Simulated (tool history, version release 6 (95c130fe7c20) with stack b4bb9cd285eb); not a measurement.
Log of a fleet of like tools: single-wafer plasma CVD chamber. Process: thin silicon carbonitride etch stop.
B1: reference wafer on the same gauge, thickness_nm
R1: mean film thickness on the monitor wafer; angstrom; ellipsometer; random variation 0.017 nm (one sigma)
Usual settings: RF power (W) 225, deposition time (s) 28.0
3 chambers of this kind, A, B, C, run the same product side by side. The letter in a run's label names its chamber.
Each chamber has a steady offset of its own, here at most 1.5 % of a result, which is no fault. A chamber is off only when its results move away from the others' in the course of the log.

Run 1B, hour 4.6: usual settings; B1 15.200. Result: R1 163.12 angstrom.
Run 2A, hour 9.3: usual settings; B1 15.205. Result: R1 163.18 angstrom.
Run 3C, hour 12.5: usual settings; B1 15.206. Result: R1 166.50 angstrom.
Run 4B, hour 17.3: usual settings; B1 15.213. Result: R1 163.25 angstrom.
Run 5C, hour 20.6: usual settings; B1 15.213. Result: R1 166.08 angstrom.
Run 6A, hour 24.9: usual settings but RF power (W) 180, deposition time (s) 25.3; B1 15.215. Result: R1 137.77 angstrom.
At hour 25.4: chamber C: RF generator calibrated.
Run 7A, hour 27.2: usual settings but RF power (W) 180, deposition time (s) 25.3; B1 15.217. Result: R1 137.85 angstrom.
Run 8C, hour 29.9: usual settings but RF power (W) 180, deposition time (s) 25.3; B1 15.215. Result: R1 140.92 angstrom.
Run 9B, hour 34.4: usual settings; B1 15.220. Result: R1 163.02 angstrom.
Run 10C, hour 38.7: usual settings; B1 15.220. Result: R1 166.49 angstrom.
Run 11A, hour 42.0: usual settings; B1 15.218. Result: R1 163.32 angstrom.
Run 12B, hour 46.0: usual settings; B1 15.224. Result: R1 162.79 angstrom.
Run 13B, hour 49.5: usual settings but RF power (W) 240; B1 15.226. Result: R1 166.55 angstrom.
Run 14C, hour 54.5: usual settings but RF power (W) 240; B1 15.232. Result: R1 170.02 angstrom.
Run 15A, hour 57.1: usual settings but RF power (W) 240; B1 15.230. Result: R1 166.89 angstrom.
Run 16A, hour 60.5: usual settings; B1 15.231. Result: R1 163.42 angstrom.
Run 17B, hour 62.9: usual settings; B1 15.233. Result: R1 163.38 angstrom.
Run 18C, hour 66.1: usual settings; B1 15.233. Result: R1 166.65 angstrom.
Run 19B, hour 70.0: usual settings; B1 15.236. Result: R1 163.23 angstrom.
Run 20C, hour 74.8: usual settings; B1 15.240. Result: R1 166.83 angstrom.
Run 21A, hour 77.8: usual settings; B1 15.246. Result: R1 163.71 angstrom.
Run 22B, hour 81.6: usual settings; B1 15.244. Result: R1 163.26 angstrom.
Run 23C, hour 86.4: usual settings; B1 15.246. Result: R1 166.84 angstrom.
Run 24A, hour 89.9: usual settings but RF power (W) 195, deposition time (s) 31.1; B1 15.251. Result: R1 173.78 angstrom.
Run 25B, hour 92.3: usual settings but RF power (W) 195, deposition time (s) 31.1; B1 15.251. Result: R1 173.86 angstrom.
Run 26C, hour 96.8: usual settings but RF power (W) 195, deposition time (s) 31.1; B1 15.252. Result: R1 178.13 angstrom.
Run 27A, hour 100.3: usual settings but deposition time (s) 30.0; B1 15.258. Result: R1 175.26 angstrom.
Run 28B, hour 103.9: usual settings but deposition time (s) 30.0; B1 15.255. Result: R1 175.48 angstrom.
Run 29C, hour 108.0: usual settings but deposition time (s) 30.0; B1 15.257. Result: R1 178.68 angstrom.
Run 30A, hour 112.1: usual settings; B1 15.259. Result: R1 163.57 angstrom.

Next, every chamber runs the same settings. What will each give?
Run 31A, hour 115.8: usual settings. Result: R1 ?.
Run 31B, hour 115.8: usual settings. Result: R1 ?.
Run 31C, hour 115.8: usual settings. Result: R1 ?.

run      R1
31A  163.81
31B  163.31
31C  166.83
